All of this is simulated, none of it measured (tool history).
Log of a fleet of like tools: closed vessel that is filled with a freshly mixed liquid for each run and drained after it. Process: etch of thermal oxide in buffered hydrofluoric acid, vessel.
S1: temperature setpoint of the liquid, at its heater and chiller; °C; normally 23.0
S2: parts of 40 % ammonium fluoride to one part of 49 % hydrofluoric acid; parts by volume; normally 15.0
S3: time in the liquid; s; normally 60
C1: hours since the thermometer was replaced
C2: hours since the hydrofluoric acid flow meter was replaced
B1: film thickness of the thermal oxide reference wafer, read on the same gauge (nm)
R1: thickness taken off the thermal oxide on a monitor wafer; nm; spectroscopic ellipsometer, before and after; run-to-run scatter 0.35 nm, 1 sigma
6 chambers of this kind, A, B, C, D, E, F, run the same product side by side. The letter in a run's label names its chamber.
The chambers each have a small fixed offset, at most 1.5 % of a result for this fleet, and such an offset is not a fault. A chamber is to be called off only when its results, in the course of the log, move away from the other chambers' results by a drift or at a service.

run,hour,S1,S2,S3,C1,C2,B1,R1
1D,12.6,23.0,15.0,60,1445.4,635.6,69.986,46.144
2C,23.4,23.0,15.0,60,829.0,332.2,70.000,45.544
3F,33.3,23.0,15.0,60,254.2,414.9,70.015,45.608
4E,44.3,23.0,15.0,60,328.6,1157.2,69.988,45.986
5B,57.6,23.0,15.0,60,389.9,429.7,70.012,46.220
6A,68.9,23.0,15.0,60,358.1,1557.9,70.040,45.739
7F,81.2,23.0,15.0,60,302.1,462.8,70.011,45.406
8A,93.8,23.0,15.0,60,383.0,1582.8,69.980,46.523
9E,106.8,23.0,15.0,60,391.1,1219.7,70.007,45.390
10C,117.0,23.0,15.0,60,922.6,425.8,70.029,45.612
11D,128.5,23.0,15.0,60,1561.3,751.5,69.994,46.761
12B,141.2,23.0,15.0,60,473.5,513.3,69.979,46.118
13D,147.5,23.0,15.0,60,1580.3,770.5,70.010,47.349
14A,159.0,23.0,15.0,60,448.2,1648.0,70.002,46.049
15E,167.8,23.0,15.0,60,452.1,1280.7,69.976,45.153
16F,177.4,23.0,15.0,60,398.3,559.0,69.993,46.218
17B,188.5,23.0,15.0,60,520.8,560.6,69.976,46.145
18C,200.2,23.0,15.0,60,1005.8,509.0,69.991,46.266
19F,208.4,23.0,15.0,60,429.3,590.0,69.989,46.712
20D,215.3,23.0,15.0,60,1648.1,838.3,69.975,47.682
21E,227.3,23.0,15.0,60,511.6,1340.2,70.001,45.213
22A,233.3,23.0,15.0,60,522.5,1722.3,70.009,46.689
23C,242.7,23.0,15.0,60,1048.3,551.5,70.030,45.433
24B,249.4,23.0,15.0,60,581.7,621.5,69.988,45.876
25A,259.7,20.5,15.0,60,548.9,1748.7,70.009,39.717
26D,265.7,20.5,15.0,60,1698.5,888.7,69.986,42.169
27F,277.0,20.5,15.0,60,497.9,658.6,69.979,40.763
28E,288.3,20.5,15.0,60,572.6,1401.2,69.990,39.456
29B,294.8,20.5,15.0,60,627.1,666.9,69.989,39.796
30C,304.2,20.5,15.0,60,1109.8,613.0,69.979,39.276
# hour 312.7: chamber C: thermometer replaced
31F,314.1,23.0,15.0,60,535.0,695.7,70.005,45.894
32B,321.9,23.0,15.0,60,654.2,694.0,70.005,45.902
33E,328.1,23.0,15.0,60,612.4,1441.0,69.986,45.132
34C,337.1,20.0,15.0,90,24.5,645.9,69.999,58.031
35A,346.3,20.0,15.0,90,635.5,1835.3,69.978,58.272
36D,354.7,20.0,15.0,90,1787.5,977.7,69.979,63.892
37E,365.8,20.0,15.0,90,650.1,1478.7,69.990,58.094
38C,374.0,20.0,15.0,90,61.4,682.8,70.006,57.220
39F,382.1,20.0,15.0,90,603.0,763.7,69.997,59.940
40A,391.6,19.0,15.0,90,680.8,1880.6,70.003,54.500
41B,403.3,19.0,15.0,90,735.6,775.4,69.991,55.447
42D,412.6,19.0,15.0,90,1845.4,1035.6,69.991,60.761
# hour 421.4: chamber E: thermometer replaced
43E,425.2,19.0,15.0,90,3.8,1538.1,70.002,54.651

One chamber off, gauge drift, or nothing amiss beyond the chambers' own small offsets? If it is a chamber, which one, and what is the likeliest cause?

One chamber, D, drifts off from the rest bit by bit.
What lies behind it: liquid hotter than its thermometer reads (K) = 1.49.
The log might look much the same if the cause were instead: hydrofluoric acid flow above the setpoint (%).

Here are 4 candidates for chamber D's next run, each the usual settings with a change, their results left as question marks. Which one brings its results back in line with what the others give on the usual settings?
A result is in line if it is within this distance of the other chambers' mean on the usual settings: R1 1.200 nm
44D-1,435.0,23.0,15.0,50,,,,?
44D-2,435.0,23.5,14.0,60,,,,?
44D-3,435.0,22.5,16.0,60,,,,?
44D-4,435.0,24.0,13.0,60,,,,?

On the usual settings, the other chambers give on average: R1 45.818 nm
run,R1
44D-1,42.326
44D-2,55.827
44D-3,46.397
44D-4,61.616
44D-3 puts the chamber back in line with the other chambers.
